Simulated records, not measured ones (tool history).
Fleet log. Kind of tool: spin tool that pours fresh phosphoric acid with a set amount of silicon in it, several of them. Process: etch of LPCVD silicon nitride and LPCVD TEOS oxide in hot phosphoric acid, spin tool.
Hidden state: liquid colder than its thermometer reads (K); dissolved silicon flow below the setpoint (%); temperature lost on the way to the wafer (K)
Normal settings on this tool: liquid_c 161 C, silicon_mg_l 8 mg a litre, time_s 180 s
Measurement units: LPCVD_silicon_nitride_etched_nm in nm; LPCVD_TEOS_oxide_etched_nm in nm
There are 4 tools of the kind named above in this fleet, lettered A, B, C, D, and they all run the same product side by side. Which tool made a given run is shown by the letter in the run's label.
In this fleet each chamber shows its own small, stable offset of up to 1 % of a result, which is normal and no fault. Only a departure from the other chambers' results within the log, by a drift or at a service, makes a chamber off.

| run | hour | liquid_c | silicon_mg_l | time_s | hours since the thermometer was replaced | hours since the dissolved silicon flow meter was replaced | hours since the heated supply line was repaired | read-back film thickness of the LPCVD silicon nitride reference wafer, read on the same gauge (nm) | read-back film thickness of the LPCVD TEOS oxide reference wafer, read on the same gauge (nm) | LPCVD_silicon_nitride_etched_nm | LPCVD_TEOS_oxide_etched_nm |
|---|---|---|---|---|---|---|---|---|---|---|---|
| 1D | 7.2 | 161 | 8 | 180 | 2059.9 | 82.7 | 1180.7 | 149.98 | 29.995 | 16.807 | 0.67116 |
| 2B | 15.6 | 161 | 8 | 180 | 2580.6 | 886.5 | 834.4 | 149.97 | 29.996 | 16.549 | 0.66867 |
| 3C | 22.5 | 161 | 8 | 180 | 1882.4 | 1390.7 | 279.2 | 150 | 30.016 | 16.766 | 0.64207 |
| 4A | 28.3 | 161 | 8 | 180 | 2054.5 | 367.4 | 844.7 | 149.99 | 29.981 | 16.776 | 0.68095 |
| 5B | 33.4 | 161 | 8 | 180 | 2598.4 | 904.3 | 852.2 | 150.02 | 30.003 | 16.608 | 0.61841 |
| 6C | 40.3 | 161 | 8 | 180 | 1900.2 | 1408.5 | 297 | 150.02 | 30.001 | 16.642 | 0.63536 |
| 7D | 45.8 | 161 | 8 | 180 | 2098.5 | 121.3 | 1219.3 | 150 | 30.001 | 16.851 | 0.68728 |
| 8A | 51 | 161 | 8 | 180 | 2077.2 | 390.1 | 867.4 | 149.99 | 30.001 | 16.551 | 0.66761 |
| 9D | 60.2 | 161 | 8 | 180 | 2112.9 | 135.7 | 1233.7 | 149.98 | 29.995 | 16.891 | 0.66445 |
| 10C | 67.1 | 161 | 8 | 180 | 1927 | 1435.3 | 323.8 | 149.99 | 30.021 | 16.536 | 0.65919 |
|  | 68.6 | chamber B: thermometer replaced |
| 11A | 73.9 | 161 | 8 | 180 | 2100.1 | 413 | 890.3 | 150.02 | 29.993 | 16.739 | 0.65284 |
| 12B | 81.4 | 161 | 8 | 180 | 12.8 | 952.3 | 900.2 | 149.98 | 29.981 | 16.917 | 0.67629 |
| 13D | 88.9 | 161 | 8 | 180 | 2141.6 | 164.4 | 1262.4 | 150 | 30 | 16.723 | 0.65739 |
| 14C | 95.9 | 161 | 14 | 140 | 1955.8 | 1464.1 | 352.6 | 150 | 29.99 | 12.998 | 0.42596 |
| 15B | 103.9 | 161 | 14 | 140 | 35.3 | 974.8 | 922.7 | 149.98 | 29.995 | 13.093 | 0.43021 |
| 16A | 113 | 161 | 14 | 140 | 2139.2 | 452.1 | 929.4 | 150 | 30.005 | 12.96 | 0.46916 |
| 17D | 120.1 | 161 | 14 | 140 | 2172.8 | 195.6 | 1293.6 | 149.99 | 30.001 | 13.134 | 0.4024 |
| 18A | 130.9 | 161 | 8 | 180 | 2157.1 | 470 | 947.3 | 150.02 | 30.018 | 16.54 | 0.72194 |
| 19C | 141 | 162.5 | 3 | 180 | 2000.9 | 1509.2 | 397.7 | 150.02 | 29.978 | 17.487 | 0.8022 |
| 20B | 152 | 162.5 | 3 | 180 | 83.4 | 1022.9 | 970.8 | 150.02 | 29.982 | 17.695 | 0.83455 |
| 21D | 159.5 | 162.5 | 3 | 180 | 2212.2 | 235 | 1333 | 149.96 | 29.995 | 17.76 | 0.82912 |
| 22B | 168.3 | 162.5 | 3 | 180 | 99.7 | 1039.2 | 987.1 | 150 | 29.98 | 17.561 | 0.81644 |
| 23A | 173.4 | 161 | 3 | 125 | 2199.6 | 512.5 | 989.8 | 150.01 | 30.002 | 11.649 | 0.50966 |
| 24C | 184.8 | 161 | 3 | 125 | 2044.7 | 1553 | 441.5 | 150.04 | 29.995 | 11.668 | 0.50147 |
| 25B | 194.2 | 161 | 3 | 125 | 125.6 | 1065.1 | 1013 | 149.98 | 29.97 | 11.646 | 0.51009 |
|  | 195.9 | chamber C: thermometer replaced |
| 26C | 199.3 | 161 | 3 | 125 | 3.4 | 1567.5 | 456 | 150.01 | 30.005 | 11.603 | 0.51396 |
| 27A | 208.1 | 161 | 8 | 180 | 2234.3 | 547.2 | 1024.5 | 150.06 | 30.014 | 16.71 | 0.69309 |
| 28D | 213.9 | 161 | 8 | 180 | 2266.6 | 289.4 | 1387.4 | 149.99 | 30.028 | 16.825 | 0.69242 |
| 29C | 222.7 | 161 | 8 | 180 | 26.8 | 1590.9 | 479.4 | 149.97 | 29.999 | 16.531 | 0.63624 |
| 30D | 232.8 | 161 | 8 | 180 | 2285.5 | 308.3 | 1406.3 | 149.96 | 30.012 | 16.774 | 0.68355 |
| 31B | 237.9 | 161 | 8 | 180 | 169.3 | 1108.8 | 1056.7 | 150.01 | 29.993 | 16.576 | 0.67789 |
| 32A | 243.9 | 161 | 8 | 180 | 2270.1 | 583 | 1060.3 | 150 | 29.991 | 16.623 | 0.59851 |
| 33B | 252.9 | 161 | 8 | 180 | 184.3 | 1123.8 | 1071.7 | 150 | 29.998 | 16.932 | 0.69784 |
| 34D | 261.5 | 161 | 8 | 180 | 2314.2 | 337 | 1435 | 150.01 | 30.017 | 16.977 | 0.7073 |
| 35C | 271.1 | 161 | 8 | 180 | 75.2 | 1639.3 | 527.8 | 149.98 | 30.01 | 16.672 | 0.67113 |

One chamber off, gauge drift, or nothing amiss beyond the chambers' own small offsets? If it is a chamber, which one, and what is the likeliest cause?

Nothing is wrong: each chamber keeps only its own small, steady offset and the gauge holds still.

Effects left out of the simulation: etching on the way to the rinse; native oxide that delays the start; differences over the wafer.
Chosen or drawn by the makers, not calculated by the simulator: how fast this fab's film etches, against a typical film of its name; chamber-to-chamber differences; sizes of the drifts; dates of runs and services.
